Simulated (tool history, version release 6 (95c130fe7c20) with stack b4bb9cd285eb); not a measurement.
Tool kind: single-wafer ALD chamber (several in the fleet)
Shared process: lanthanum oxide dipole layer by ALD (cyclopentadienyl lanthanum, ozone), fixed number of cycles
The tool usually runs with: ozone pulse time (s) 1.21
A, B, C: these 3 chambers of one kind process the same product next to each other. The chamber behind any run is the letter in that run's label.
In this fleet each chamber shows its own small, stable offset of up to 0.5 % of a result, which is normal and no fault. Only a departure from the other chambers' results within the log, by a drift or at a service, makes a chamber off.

run   hour  ozone pulse time (s)  hours since the last thermocouple change  hours since the last ozone generator service  read-back reference wafer on the same gauge, thickness_nm  mean film thickness on the monitor wafer (angstrom)
 1A    6.5                  1.21                                    2105.1                                         100.9                                                    0.58197                                               5.2534
 2B   16.2                  1.21                                    2909.7                                         434.5                                                    0.58189                                               5.2801
 3C   23.3                  1.21                                    1696.2                                         797.1                                                    0.58174                                               5.2366
 4B   29.4                  1.21                                    2922.9                                         447.7                                                    0.58148                                               5.2908
 5A   41.9                  1.04                                    2140.5                                         136.3                                                    0.58143                                               5.0469
 6C     48                  1.04                                    1720.9                                         821.8                                                    0.58137                                               5.0449
 7C   54.6                  1.04                                    1727.5                                         828.4                                                    0.58131                                               5.0305
 8A   61.8                  1.21                                    2160.4                                         156.2                                                    0.58138                                               5.2631
 9B   71.9                  1.21                                    2965.4                                         490.2                                                    0.58106                                               5.2834
10C   81.4                  1.21                                    1754.3                                         855.2                                                    0.58118                                               5.2355
11A   90.5                  1.21                                    2189.1                                         184.9                                                    0.58109                                               5.2522
12B   98.3                  1.21                                    2991.8                                         516.6                                                    0.58093                                               5.2953
13B    104                  1.52                                    2997.5                                         522.3                                                    0.58086                                               5.5133
     104.5  -- chamber B: thermocouple changed; heater temperature recalibrated
14C    113                  1.52                                    1785.9                                         886.8                                                    0.58077                                               5.4519
15A  119.7                  1.52                                    2218.3                                         214.1                                                    0.58049                                               5.4867
16A  129.7                  1.47                                    2228.3                                         224.1                                                    0.58058                                               5.4463
17C  139.1                  1.47                                      1812                                         912.9                                                    0.58052                                               5.4197
18B  147.9                  1.47                                      43.4                                         566.2                                                    0.58048                                                5.485
19C  158.8                  1.21                                    1831.7                                         932.6                                                    0.58027                                               5.2221
20A  164.8                  1.21                                    2263.4                                         259.2                                                     0.5802                                               5.2558
21B  176.1                  1.21                                      71.6                                         594.4                                                    0.58006                                               5.2666
22C  185.3                  0.85                                    1858.2                                         959.1                                                     0.5798                                               4.6998
23A  195.2                  0.85                                    2293.8                                         289.6                                                    0.57974                                               4.7026
24B  202.1                  0.85                                      97.6                                         620.4                                                    0.57977                                               4.7193
25C  212.7                  1.21                                    1885.6                                         986.5                                                    0.57943                                               5.2214
26B  222.4                  1.21                                     117.9                                         640.7                                                    0.57939                                               5.2626
27A  234.6                  1.21                                    2333.2                                           329                                                    0.57925                                               5.2333

For the next run the whole fleet of 3 chambers uses the same settings. Give each chamber's results:
28A  243.7                  1.21                                                                                                                                                                                                       ?
28B  243.7                  1.21                                                                                                                                                                                                       ?
28C  243.7                  1.21                                                                                                                                                                                                       ?

run  mean film thickness on the monitor wafer (angstrom)
28A                                               5.2294
28B                                               5.2654
28C                                               5.2289
